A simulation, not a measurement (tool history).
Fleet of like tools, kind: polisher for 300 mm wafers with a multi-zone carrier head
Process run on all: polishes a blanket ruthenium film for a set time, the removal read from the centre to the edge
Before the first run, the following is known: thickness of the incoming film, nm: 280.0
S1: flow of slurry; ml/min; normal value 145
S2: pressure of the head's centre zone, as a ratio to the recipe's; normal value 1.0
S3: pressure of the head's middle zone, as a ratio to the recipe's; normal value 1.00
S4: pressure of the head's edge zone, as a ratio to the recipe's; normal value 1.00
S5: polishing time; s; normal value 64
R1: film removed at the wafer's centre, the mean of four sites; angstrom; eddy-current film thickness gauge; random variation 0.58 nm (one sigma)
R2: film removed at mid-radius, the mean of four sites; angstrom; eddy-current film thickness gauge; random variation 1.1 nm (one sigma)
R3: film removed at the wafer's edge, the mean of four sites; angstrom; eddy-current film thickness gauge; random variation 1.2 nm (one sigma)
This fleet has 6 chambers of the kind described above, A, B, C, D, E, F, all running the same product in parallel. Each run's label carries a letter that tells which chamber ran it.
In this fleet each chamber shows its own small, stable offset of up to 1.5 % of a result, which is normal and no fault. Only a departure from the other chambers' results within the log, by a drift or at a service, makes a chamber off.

-- hour=3.9 chamber F: worn pad replaced by a new one
-- hour=6.8 chamber D: worn pad replaced by a new one
run 1B hour=8.0 | S1=145 S2=1.0 S3=1.00 S4=1.00 S5=64 | R1=806.92 R2=793.11 R3=825.28
run 2C hour=13.0 | S1=145 S2=1.0 S3=1.00 S4=1.00 S5=64 | R1=810.55 R2=780.85 R3=831.90
-- hour=18.6 chamber A: slurry nozzle cleaned
run 3A hour=19.4 | S1=145 S2=1.0 S3=1.00 S4=1.00 S5=64 | R1=806.65 R2=811.67 R3=805.37
run 4E hour=27.6 | S1=145 S2=1.0 S3=1.00 S4=1.00 S5=64 | R1=823.88 R2=827.31 R3=808.94
-- hour=31.2 chamber E: worn pad replaced by a new one
run 5F hour=34.6 | S1=145 S2=1.0 S3=1.00 S4=1.00 S5=64 | R1=810.90 R2=814.08 R3=823.61
-- hour=36.0 chamber A: worn pad replaced by a new one
run 6D hour=39.3 | S1=145 S2=1.0 S3=1.00 S4=1.00 S5=64 | R1=804.75 R2=813.27 R3=817.30
run 7B hour=47.3 | S1=145 S2=1.0 S3=1.00 S4=1.00 S5=64 | R1=810.41 R2=811.56 R3=787.36
-- hour=50.3 chamber C: worn pad replaced by a new one
-- hour=54.4 chamber D: worn pad replaced by a new one
run 8C hour=55.0 | S1=145 S2=1.0 S3=1.00 S4=1.00 S5=64 | R1=804.37 R2=792.40 R3=814.89
run 9E hour=59.8 | S1=145 S2=1.0 S3=1.00 S4=1.00 S5=64 | R1=811.30 R2=817.97 R3=789.68
run 10F hour=65.1 | S1=145 S2=1.0 S3=1.00 S4=1.00 S5=64 | R1=799.82 R2=820.14 R3=807.92
run 11D hour=69.3 | S1=145 S2=1.0 S3=1.04 S4=1.00 S5=64 | R1=812.01 R2=841.86 R3=817.20
-- hour=69.7 chamber B: worn pad replaced by a new one
run 12A hour=76.1 | S1=145 S2=1.0 S3=1.04 S4=1.00 S5=64 | R1=817.32 R2=836.56 R3=791.45
-- hour=77.5 chamber F: worn pad replaced by a new one
run 13D hour=82.2 | S1=145 S2=1.0 S3=1.04 S4=1.00 S5=64 | R1=801.55 R2=847.78 R3=810.54
run 14B hour=87.3 | S1=145 S2=1.0 S3=1.04 S4=1.00 S5=64 | R1=799.93 R2=835.04 R3=794.40
run 15A hour=92.8 | S1=145 S2=1.0 S3=1.04 S4=1.00 S5=64 | R1=827.44 R2=840.68 R3=802.98
-- hour=94.3 chamber F: slurry nozzle cleaned
run 16F hour=97.6 | S1=145 S2=1.0 S3=1.04 S4=1.00 S5=64 | R1=815.28 R2=856.19 R3=817.07
-- hour=98.5 chamber A: worn pad replaced by a new one
-- hour=98.9 chamber C: centre zone pressure recalibrated
-- hour=99.1 chamber C: worn pad replaced by a new one
-- hour=103.5 chamber D: worn pad replaced by a new one
run 17C hour=104.4 | S1=145 S2=1.0 S3=1.00 S4=1.00 S5=64 | R1=791.22 R2=786.60 R3=794.58
run 18E hour=111.5 | S1=160 S2=1.0 S3=1.00 S4=1.07 S5=64 | R1=833.51 R2=841.44 R3=849.40
-- hour=118.7 chamber E: worn pad replaced by a new one
run 19E hour=119.9 | S1=160 S2=1.0 S3=1.00 S4=1.07 S5=64 | R1=832.83 R2=826.28 R3=843.30
run 20C hour=125.2 | S1=160 S2=1.0 S3=1.00 S4=1.07 S5=64 | R1=816.60 R2=822.81 R3=847.99
run 21F hour=133.9 | S1=160 S2=1.0 S3=1.00 S4=1.07 S5=64 | R1=823.29 R2=837.15 R3=858.29
run 22B hour=140.4 | S1=160 S2=1.0 S3=1.00 S4=1.07 S5=64 | R1=822.06 R2=836.65 R3=841.59
-- hour=143.2 chamber B: worn pad replaced by a new one
run 23D hour=145.6 | S1=160 S2=1.0 S3=1.00 S4=1.07 S5=64 | R1=819.50 R2=806.22 R3=860.19
-- hour=147.0 chamber A: worn pad replaced by a new one
run 24A hour=151.7 | S1=145 S2=1.0 S3=1.00 S4=1.00 S5=64 | R1=828.62 R2=825.97 R3=799.16
-- hour=158.3 chamber D: worn pad replaced by a new one
run 25C hour=158.5 | S1=145 S2=1.0 S3=1.00 S4=1.00 S5=64 | R1=801.04 R2=800.92 R3=808.64
-- hour=161.2 chamber C: worn pad replaced by a new one
run 26D hour=166.6 | S1=145 S2=1.0 S3=1.00 S4=1.00 S5=64 | R1=807.96 R2=819.07 R3=809.02
-- hour=170.9 chamber F: worn pad replaced by a new one
-- hour=173.4 chamber C: slurry nozzle cleaned
run 27B hour=173.4 | S1=145 S2=1.0 S3=1.00 S4=1.07 S5=64 | R1=810.71 R2=831.13 R3=822.36
run 28E hour=179.2 | S1=145 S2=1.0 S3=1.00 S4=1.07 S5=64 | R1=812.00 R2=806.25 R3=833.51
run 29A hour=185.5 | S1=145 S2=1.0 S3=1.00 S4=1.07 S5=64 | R1=824.68 R2=820.14 R3=840.55
run 30F hour=191.2 | S1=145 S2=1.0 S3=1.00 S4=1.07 S5=64 | R1=808.89 R2=810.11 R3=843.14
run 31F hour=197.0 | S1=145 S2=1.0 S3=1.00 S4=1.07 S5=64 | R1=808.25 R2=804.76 R3=841.63
-- hour=197.8 chamber A: worn pad replaced by a new one
-- hour=202.5 chamber E: edge zone pressure recalibrated
run 32E hour=205.5 | S1=145 S2=1.0 S3=1.00 S4=1.07 S5=64 | R1=805.17 R2=814.75 R3=835.81
-- hour=209.8 chamber D: worn pad replaced by a new one
run 33C hour=211.9 | S1=145 S2=1.0 S3=1.00 S4=1.00 S5=64 | R1=807.54 R2=793.52 R3=822.75
-- hour=215.0 chamber E: worn pad replaced by a new one
run 34D hour=215.8 | S1=145 S2=1.0 S3=1.00 S4=1.00 S5=64 | R1=799.14 R2=787.21 R3=813.62
-- hour=216.6 chamber C: worn pad replaced by a new one
run 35A hour=220.5 | S1=145 S2=1.0 S3=1.00 S4=1.00 S5=64 | R1=820.22 R2=812.56 R3=805.95
-- hour=226.8 chamber B: worn pad replaced by a new one
run 36B hour=227.9 | S1=145 S2=0.9 S3=1.00 S4=1.00 S5=64 | R1=715.54 R2=796.01 R3=800.25
run 37F hour=232.7 | S1=145 S2=0.9 S3=1.00 S4=1.00 S5=64 | R1=719.84 R2=812.14 R3=821.70
run 38D hour=240.9 | S1=145 S2=0.9 S3=1.00 S4=1.00 S5=64 | R1=722.02 R2=802.49 R3=806.66
run 39E hour=247.9 | S1=145 S2=0.9 S3=1.00 S4=1.00 S5=64 | R1=732.77 R2=813.66 R3=837.89
run 40C hour=256.4 | S1=145 S2=0.9 S3=1.00 S4=1.00 S5=64 | R1=713.12 R2=788.48 R3=818.43
-- hour=258.5 chamber F: worn pad replaced by a new one
run 41B hour=260.7 | S1=145 S2=0.9 S3=1.00 S4=1.00 S5=64 | R1=720.91 R2=806.99 R3=796.16
-- hour=262.1 chamber A: worn pad replaced by a new one
run 42A hour=268.6 | S1=145 S2=1.0 S3=1.00 S4=1.00 S5=64 | R1=832.76 R2=835.79 R3=817.08
run 43F hour=277.0 | S1=145 S2=1.0 S3=1.00 S4=1.00 S5=64 | R1=805.79 R2=826.88 R3=819.22

Each of the 6 chambers runs these same settings next. Fill in every chamber's results:
run 44A hour=283.4 | S1=145 S2=1.0 S3=1.00 S4=1.00 S5=64 | R1=? R2=? R3=?
run 44B hour=283.4 | S1=145 S2=1.0 S3=1.00 S4=1.00 S5=64 | R1=? R2=? R3=?
run 44C hour=283.4 | S1=145 S2=1.0 S3=1.00 S4=1.00 S5=64 | R1=? R2=? R3=?
run 44D hour=283.4 | S1=145 S2=1.0 S3=1.00 S4=1.00 S5=64 | R1=? R2=? R3=?
run 44E hour=283.4 | S1=145 S2=1.0 S3=1.00 S4=1.00 S5=64 | R1=? R2=? R3=?
run 44F hour=283.4 | S1=145 S2=1.0 S3=1.00 S4=1.00 S5=64 | R1=? R2=? R3=?

run=44A R1=841.85 R2=814.17 R3=794.65
run=44B R1=798.19 R2=804.73 R3=790.36
run=44C R1=815.36 R2=780.15 R3=812.41
run=44D R1=802.81 R2=789.02 R3=837.33
run=44E R1=805.36 R2=805.99 R3=787.75
run=44F R1=809.57 R2=805.23 R3=834.00
